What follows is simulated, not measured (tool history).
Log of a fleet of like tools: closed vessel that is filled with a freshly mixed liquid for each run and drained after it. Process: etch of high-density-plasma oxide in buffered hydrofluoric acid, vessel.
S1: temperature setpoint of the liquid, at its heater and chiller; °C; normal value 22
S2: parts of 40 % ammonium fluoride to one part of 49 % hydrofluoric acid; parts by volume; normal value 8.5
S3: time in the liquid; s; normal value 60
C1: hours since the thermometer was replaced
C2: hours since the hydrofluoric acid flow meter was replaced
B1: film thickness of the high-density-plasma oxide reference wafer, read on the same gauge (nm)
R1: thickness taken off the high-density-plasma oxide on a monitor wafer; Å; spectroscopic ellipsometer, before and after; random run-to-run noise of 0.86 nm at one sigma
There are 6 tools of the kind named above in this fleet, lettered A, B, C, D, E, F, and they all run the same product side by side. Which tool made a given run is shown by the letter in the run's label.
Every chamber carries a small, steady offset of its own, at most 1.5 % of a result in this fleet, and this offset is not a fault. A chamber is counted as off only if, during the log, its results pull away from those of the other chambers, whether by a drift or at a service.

{"run": "1C", "day": 0.225, "S1": 22, "S2": 8.5, "S3": 60, "C1": 914.2, "C2": 1463.7, "B1": 129.99, "R1": 953.2}
{"run": "2A", "day": 0.562, "S1": 22, "S2": 8.5, "S3": 60, "C1": 360.7, "C2": 103.1, "B1": 129.97, "R1": 962.57}
{"run": "3F", "day": 0.833, "S1": 22, "S2": 8.5, "S3": 60, "C1": 572.6, "C2": 245.8, "B1": 130.02, "R1": 977.21}
{"run": "4E", "day": 1.138, "S1": 22, "S2": 8.5, "S3": 60, "C1": 259.2, "C2": 927.5, "B1": 129.98, "R1": 965.46}
{"run": "5B", "day": 1.533, "S1": 22, "S2": 8.5, "S3": 60, "C1": 66.6, "C2": 1475.1, "B1": 130.02, "R1": 945.27}
{"run": "6D", "day": 1.921, "S1": 22, "S2": 8.5, "S3": 60, "C1": 1077.6, "C2": 745.2, "B1": 130.06, "R1": 973.89}
{"run": "7A", "day": 2.154, "S1": 22, "S2": 8.5, "S3": 60, "C1": 398.9, "C2": 141.3, "B1": 130.03, "R1": 961.27}
{"run": "8D", "day": 2.367, "S1": 22, "S2": 6.0, "S3": 30, "C1": 1088.3, "C2": 755.9, "B1": 129.96, "R1": 689.2}
{"run": "9B", "day": 2.767, "S1": 22, "S2": 6.0, "S3": 30, "C1": 96.2, "C2": 1504.7, "B1": 129.95, "R1": 687.22}
{"run": "10C", "day": 3.108, "S1": 22, "S2": 6.0, "S3": 30, "C1": 983.4, "C2": 1532.9, "B1": 130.0, "R1": 681.87}
{"run": "11E", "day": 3.438, "S1": 22, "S2": 6.0, "S3": 30, "C1": 314.4, "C2": 982.7, "B1": 129.99, "R1": 670.36}
{"run": "12F", "day": 3.8, "S1": 22, "S2": 6.0, "S3": 30, "C1": 643.8, "C2": 317.0, "B1": 129.94, "R1": 687.52}
{"run": "13B", "day": 4.1, "S1": 22, "S2": 6.0, "S3": 30, "C1": 128.2, "C2": 1536.7, "B1": 129.96, "R1": 671.49}
{"run": "14A", "day": 4.504, "S1": 22, "S2": 8.5, "S3": 60, "C1": 455.3, "C2": 197.7, "B1": 129.98, "R1": 960.49}
{"run": "15D", "day": 4.883, "S1": 22, "S2": 8.5, "S3": 60, "C1": 1148.7, "C2": 816.3, "B1": 130.04, "R1": 971.13}
{"run": "16E", "day": 5.146, "S1": 22, "S2": 8.5, "S3": 60, "C1": 355.4, "C2": 1023.7, "B1": 129.96, "R1": 990.36}
{"run": "17C", "day": 5.429, "S1": 22, "S2": 8.5, "S3": 60, "C1": 1039.1, "C2": 1588.6, "B1": 130.0, "R1": 961.51}
{"run": "18F", "day": 5.721, "S1": 22, "S2": 8.5, "S3": 60, "C1": 689.9, "C2": 363.1, "B1": 130.01, "R1": 975.72}
{"run": "19F", "day": 6.104, "S1": 22, "S2": 8.5, "S3": 60, "C1": 699.1, "C2": 372.3, "B1": 129.96, "R1": 985.81}
{"run": "20E", "day": 6.333, "S1": 22, "S2": 8.5, "S3": 60, "C1": 383.9, "C2": 1052.2, "B1": 130.01, "R1": 989.04}
{"run": "21A", "day": 6.583, "S1": 22, "S2": 8.5, "S3": 60, "C1": 505.2, "C2": 247.6, "B1": 129.95, "R1": 954.39}
{"run": "22B", "day": 6.929, "S1": 22, "S2": 8.5, "S3": 60, "C1": 196.1, "C2": 1604.6, "B1": 129.99, "R1": 959.66}
{"run": "23D", "day": 7.225, "S1": 22, "S2": 8.5, "S3": 60, "C1": 1204.9, "C2": 872.5, "B1": 130.02, "R1": 970.86}
{"run": "24C", "day": 7.512, "S1": 22, "S2": 8.5, "S3": 60, "C1": 1089.1, "C2": 1638.6, "B1": 130.0, "R1": 958.56}
{"day": 7.758, "done": "chamber C: thermometer replaced"}
{"run": "25D", "day": 7.767, "S1": 22, "S2": 8.5, "S3": 60, "C1": 1217.9, "C2": 885.5, "B1": 130.01, "R1": 973.69}
{"run": "26A", "day": 8.112, "S1": 22, "S2": 8.5, "S3": 60, "C1": 541.9, "C2": 284.3, "B1": 130.03, "R1": 976.2}
{"run": "27E", "day": 8.325, "S1": 22, "S2": 8.5, "S3": 60, "C1": 431.7, "C2": 1100.0, "B1": 130.02, "R1": 1007.0}
{"run": "28B", "day": 8.667, "S1": 22, "S2": 8.5, "S3": 60, "C1": 237.8, "C2": 1646.3, "B1": 129.97, "R1": 954.69}
{"run": "29C", "day": 9.029, "S1": 22, "S2": 8.5, "S3": 60, "C1": 30.6, "C2": 1675.0, "B1": 130.01, "R1": 978.83}
{"run": "30F", "day": 9.238, "S1": 22, "S2": 8.5, "S3": 60, "C1": 774.3, "C2": 447.5, "B1": 129.98, "R1": 965.48}
{"run": "31A", "day": 9.475, "S1": 22, "S2": 8.5, "S3": 60, "C1": 574.6, "C2": 317.0, "B1": 129.99, "R1": 956.11}
{"run": "32B", "day": 9.667, "S1": 22, "S2": 8.5, "S3": 60, "C1": 261.8, "C2": 1670.3, "B1": 130.0, "R1": 961.36}
{"run": "33E", "day": 10.058, "S1": 22, "S2": 8.5, "S3": 60, "C1": 473.3, "C2": 1141.6, "B1": 129.98, "R1": 1037.8}
{"run": "34C", "day": 10.275, "S1": 22, "S2": 8.5, "S3": 60, "C1": 60.5, "C2": 1704.9, "B1": 130.03, "R1": 970.32}
{"run": "35D", "day": 10.662, "S1": 22, "S2": 8.5, "S3": 60, "C1": 1287.4, "C2": 955.0, "B1": 130.0, "R1": 981.13}
{"run": "36F", "day": 11.021, "S1": 19, "S2": 8.5, "S3": 50, "C1": 817.1, "C2": 490.3, "B1": 130.01, "R1": 691.37}

Each of the 6 chambers runs these same settings next. Fill in every chamber's results:
{"run": "37A", "day": 11.312, "S1": 22, "S2": 8.5, "S3": 60, "R1": "?"}
{"run": "37B", "day": 11.312, "S1": 22, "S2": 8.5, "S3": 60, "R1": "?"}
{"run": "37C", "day": 11.312, "S1": 22, "S2": 8.5, "S3": 60, "R1": "?"}
{"run": "37D", "day": 11.312, "S1": 22, "S2": 8.5, "S3": 60, "R1": "?"}
{"run": "37E", "day": 11.312, "S1": 22, "S2": 8.5, "S3": 60, "R1": "?"}
{"run": "37F", "day": 11.312, "S1": 22, "S2": 8.5, "S3": 60, "R1": "?"}

run=37A R1=965.59
run=37B R1=962.65
run=37C R1=960.47
run=37D R1=962.07
run=37E R1=1058.30
run=37F R1=975.89
